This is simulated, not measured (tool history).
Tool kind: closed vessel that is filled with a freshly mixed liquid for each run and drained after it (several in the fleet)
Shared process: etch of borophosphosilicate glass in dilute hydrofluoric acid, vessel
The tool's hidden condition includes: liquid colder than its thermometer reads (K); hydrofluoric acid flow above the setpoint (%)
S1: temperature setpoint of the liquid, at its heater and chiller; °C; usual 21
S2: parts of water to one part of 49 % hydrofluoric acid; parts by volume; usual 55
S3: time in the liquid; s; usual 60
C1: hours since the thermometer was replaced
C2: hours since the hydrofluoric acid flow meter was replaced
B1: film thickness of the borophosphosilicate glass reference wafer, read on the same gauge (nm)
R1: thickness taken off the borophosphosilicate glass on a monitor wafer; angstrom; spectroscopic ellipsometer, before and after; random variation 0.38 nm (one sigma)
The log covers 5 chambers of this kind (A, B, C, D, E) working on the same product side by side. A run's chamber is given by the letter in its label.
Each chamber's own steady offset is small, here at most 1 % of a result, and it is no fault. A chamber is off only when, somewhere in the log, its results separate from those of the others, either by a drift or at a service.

| run | day | S1 | S2 | S3 | C1 | C2 | B1 | R1 |
|---|---|---|---|---|---|---|---|---|
| 1A | 0.162 | 21 | 55 | 60 | 2167.0 | 1442.0 | 90.014 | 708.25 |
| 2C | 0.354 | 21 | 55 | 60 | 676.3 | 38.4 | 90.000 | 715.40 |
| 3E | 0.554 | 21 | 55 | 60 | 1227.0 | 364.3 | 90.011 | 698.94 |
| 4D | 0.742 | 21 | 55 | 60 | 2547.5 | 905.9 | 90.002 | 713.56 |
| 5B | 1.000 | 17 | 55 | 30 | 435.0 | 469.4 | 90.007 | 298.84 |
| 6B | 1.133 | 17 | 55 | 30 | 438.2 | 472.6 | 90.001 | 298.48 |
| 7A | 1.296 | 17 | 55 | 30 | 2194.2 | 1469.2 | 89.977 | 297.10 |
| 8E | 1.529 | 17 | 55 | 30 | 1250.4 | 387.7 | 89.978 | 297.33 |
| 9C | 1.792 | 17 | 55 | 30 | 710.8 | 72.9 | 89.992 | 300.25 |
| 10D | 2.054 | 21 | 55 | 60 | 2579.0 | 937.4 | 90.001 | 707.42 |
|  | 2.167 | chamber B: hydrofluoric acid flow meter replaced |
| 11B | 2.279 | 19 | 55 | 35 | 465.7 | 2.8 | 90.004 | 376.50 |
| 12E | 2.400 | 19 | 55 | 35 | 1271.3 | 408.6 | 89.999 | 373.86 |
| 13C | 2.667 | 19 | 55 | 35 | 731.8 | 93.9 | 89.990 | 381.75 |
| 14A | 2.875 | 19 | 55 | 35 | 2232.1 | 1507.1 | 89.997 | 378.60 |
| 15D | 3.029 | 19 | 55 | 35 | 2602.4 | 960.8 | 90.009 | 380.41 |
| 16E | 3.217 | 21 | 55 | 60 | 1290.9 | 428.2 | 90.019 | 706.61 |
| 17C | 3.358 | 21 | 55 | 60 | 748.4 | 110.5 | 90.019 | 709.50 |
| 18B | 3.612 | 21 | 55 | 60 | 497.7 | 34.8 | 89.998 | 692.73 |
| 19D | 3.733 | 21 | 55 | 45 | 2619.3 | 977.7 | 90.007 | 531.40 |
| 20A | 3.929 | 21 | 55 | 45 | 2257.4 | 1532.4 | 90.010 | 531.20 |
| 21C | 4.088 | 21 | 55 | 45 | 765.9 | 128.0 | 89.996 | 533.66 |
| 22E | 4.321 | 21 | 55 | 45 | 1317.4 | 454.7 | 89.995 | 523.82 |
| 23A | 4.592 | 21 | 55 | 45 | 2273.3 | 1548.3 | 90.002 | 527.20 |
| 24B | 4.858 | 21 | 55 | 60 | 527.6 | 64.7 | 90.004 | 697.34 |
| 25D | 5.100 | 21 | 55 | 60 | 2652.1 | 1010.5 | 90.010 | 710.16 |
| 26A | 5.229 | 21 | 55 | 60 | 2288.6 | 1563.6 | 89.996 | 703.72 |
| 27C | 5.388 | 21 | 55 | 60 | 797.1 | 159.2 | 90.022 | 710.53 |
| 28B | 5.521 | 21 | 55 | 60 | 543.5 | 80.6 | 90.015 | 685.37 |
| 29E | 5.729 | 21 | 55 | 60 | 1351.2 | 488.5 | 89.997 | 699.68 |
| 30D | 5.921 | 21 | 55 | 60 | 2671.8 | 1030.2 | 90.003 | 705.88 |
| 31E | 6.175 | 21 | 55 | 60 | 1361.9 | 499.2 | 89.996 | 703.52 |

Which is it: a chamber that has drifted or been left off by a service, a gauge drift common to all chambers, or only each chamber's usual small offset? If a chamber is off, name it and its likeliest cause.

One chamber, B, drifts off from the rest bit by bit.
Cause: liquid colder than its thermometer reads (K) = 0.687.

Which of the 4 candidates below, each the usual settings with something changed and its results left as question marks, puts chamber B back in line with what the other chambers give on the usual settings?
In line means no further than this from the other chambers' mean on the usual settings: R1 13.00 angstrom
| 32B-1 | 6.371 | 20.5 | 55 | 60 |  |  |  | ? |
| 32B-2 | 6.371 | 22.5 | 55 | 60 |  |  |  | ? |
| 32B-3 | 6.371 | 19.5 | 55 | 60 |  |  |  | ? |
| 32B-4 | 6.371 | 21.5 | 55 | 60 |  |  |  | ? |

Mean of the other chambers on the usual settings: R1 706.10 angstrom
| run | R1 |
|---|---|
| 32B-1 | 674.46 |
| 32B-2 | 733.64 |
| 32B-3 | 646.36 |
| 32B-4 | 703.54 |
The answer is 32B-4, which returns the chamber to within the allowed miss of the others.

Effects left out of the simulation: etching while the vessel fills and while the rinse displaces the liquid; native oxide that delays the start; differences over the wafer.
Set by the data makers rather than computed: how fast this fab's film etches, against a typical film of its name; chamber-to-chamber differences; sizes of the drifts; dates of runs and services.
